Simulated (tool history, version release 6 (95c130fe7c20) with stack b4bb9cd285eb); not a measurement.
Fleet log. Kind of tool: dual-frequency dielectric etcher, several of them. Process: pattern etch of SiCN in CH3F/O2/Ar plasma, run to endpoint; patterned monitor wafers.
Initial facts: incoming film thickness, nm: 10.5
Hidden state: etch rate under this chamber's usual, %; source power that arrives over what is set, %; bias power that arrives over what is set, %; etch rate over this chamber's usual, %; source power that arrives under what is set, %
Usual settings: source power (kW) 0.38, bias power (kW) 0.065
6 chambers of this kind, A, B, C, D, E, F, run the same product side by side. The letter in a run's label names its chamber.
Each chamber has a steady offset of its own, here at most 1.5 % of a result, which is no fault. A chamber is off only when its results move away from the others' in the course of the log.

run   hour  source power (kW)  bias power (kW)  hours since the last wet clean  hours since the last source power generator calibration  hours since the last bias power generator calibration  endpoint time (s)
 1A    2.5               0.38            0.065                            50.4                                                   1384.3                                                 2402.9             29.466
 2F      6               0.38            0.065                           414.3                                                    791.8                                                  677.8             30.156
 3E    8.3               0.38            0.065                           356.5                                                   1902.8                                                 4170.9             29.067
 4B   11.3               0.38            0.065                           132.9                                                    795.8                                                 2203.1             29.281
      13.3  -- chamber E: wet clean of the chamber
 5D   13.7               0.38            0.065                           147.2                                                   1262.4                                                 3465.9             29.624
 6C   17.7               0.38            0.065                           338.1                                                    457.3                                                 1275.8             30.183
 7D   19.9               0.38            0.065                           153.4                                                   1268.6                                                 3472.1             30.129
 8C   22.9               0.38            0.065                           343.3                                                    462.5                                                   1281             29.495
 9F   25.9               0.38            0.065                           434.2                                                    811.7                                                  697.7             30.053
10A   28.8               0.33            0.073                            76.7                                                   1410.6                                                 2429.2             30.061
11B   32.6               0.33            0.073                           154.2                                                    817.1                                                 2224.4             30.109
12E   34.8               0.33            0.073                            21.6                                                   1929.3                                                 4197.4              30.14
13B   37.5               0.33            0.073                           159.1                                                      822                                                 2229.3              29.76
14A   40.8               0.33            0.073                            88.7                                                   1422.6                                                 2441.2              30.14
15F   43.7               0.33            0.073                             452                                                    829.5                                                  715.5              30.07
      46.6  -- chamber F: wet clean of the chamber
16D   47.4               0.38            0.065                           180.9                                                   1296.1                                                 3499.6             29.747
17E   51.3               0.38            0.065                            38.1                                                   1945.8                                                 4213.9             29.347
18C   53.6               0.38            0.065                             374                                                    493.2                                                 1311.7             29.651
19A   56.7               0.38            0.065                           104.6                                                   1438.5                                                 2457.1             29.937
20F   58.8               0.38            0.059                            12.2                                                    844.6                                                  730.6             32.494
21E   62.5               0.38            0.059                            49.3                                                     1957                                                 4225.1             30.404
22D     65               0.38            0.059                           198.5                                                   1313.7                                                 3517.2             30.975
23B   67.7               0.38            0.059                           189.3                                                    852.2                                                 2259.5             30.556
24C   69.6               0.38            0.059                             390                                                    509.2                                                 1327.7              30.88
25D   72.3               0.38            0.059                           205.8                                                     1321                                                 3524.5             30.508
26E   75.9               0.38            0.065                            62.7                                                   1970.4                                                 4238.5             29.395
27A   77.8               0.38            0.065                           125.7                                                   1459.6                                                 2478.2             30.157
28B   81.7               0.38            0.065                           203.3                                                    866.2                                                 2273.5             29.538
29C   85.9               0.38            0.065                           406.3                                                    525.5                                                   1344             30.238
30F   89.4               0.38            0.065                            42.8                                                    875.2                                                  761.2             31.064
31B   93.7               0.38            0.065                           215.3                                                    878.2                                                 2285.5             29.626
32F   95.8               0.38            0.065                            49.2                                                    881.6                                                  767.6             31.227
33A   99.2               0.38            0.065                           147.1                                                     1481                                                 2499.6             29.582
34C    102               0.38            0.065                           422.4                                                    541.6                                                 1360.1             29.608
35D  104.5               0.38            0.065                             238                                                   1353.2                                                 3556.7             29.704
36E  107.3               0.35            0.053                            94.1                                                   2001.8                                                 4269.9             33.056
37D  110.5               0.35            0.053                             244                                                   1359.2                                                 3562.7             32.842
38B  113.6               0.35            0.053                           235.2                                                    898.1                                                 2305.4             32.421

All 6 chambers run these settings next. Forecast each chamber's results:
39A  116.7               0.38            0.065                                                                                                                                                                  ?
39B  116.7               0.38            0.065                                                                                                                                                                  ?
39C  116.7               0.38            0.065                                                                                                                                                                  ?
39D  116.7               0.38            0.065                                                                                                                                                                  ?
39E  116.7               0.38            0.065                                                                                                                                                                  ?
39F  116.7               0.38            0.065                                                                                                                                                                  ?

run  endpoint time (s)
39A             29.913
39B              29.94
39C             29.605
39D               29.6
39E             29.433
39F             31.068

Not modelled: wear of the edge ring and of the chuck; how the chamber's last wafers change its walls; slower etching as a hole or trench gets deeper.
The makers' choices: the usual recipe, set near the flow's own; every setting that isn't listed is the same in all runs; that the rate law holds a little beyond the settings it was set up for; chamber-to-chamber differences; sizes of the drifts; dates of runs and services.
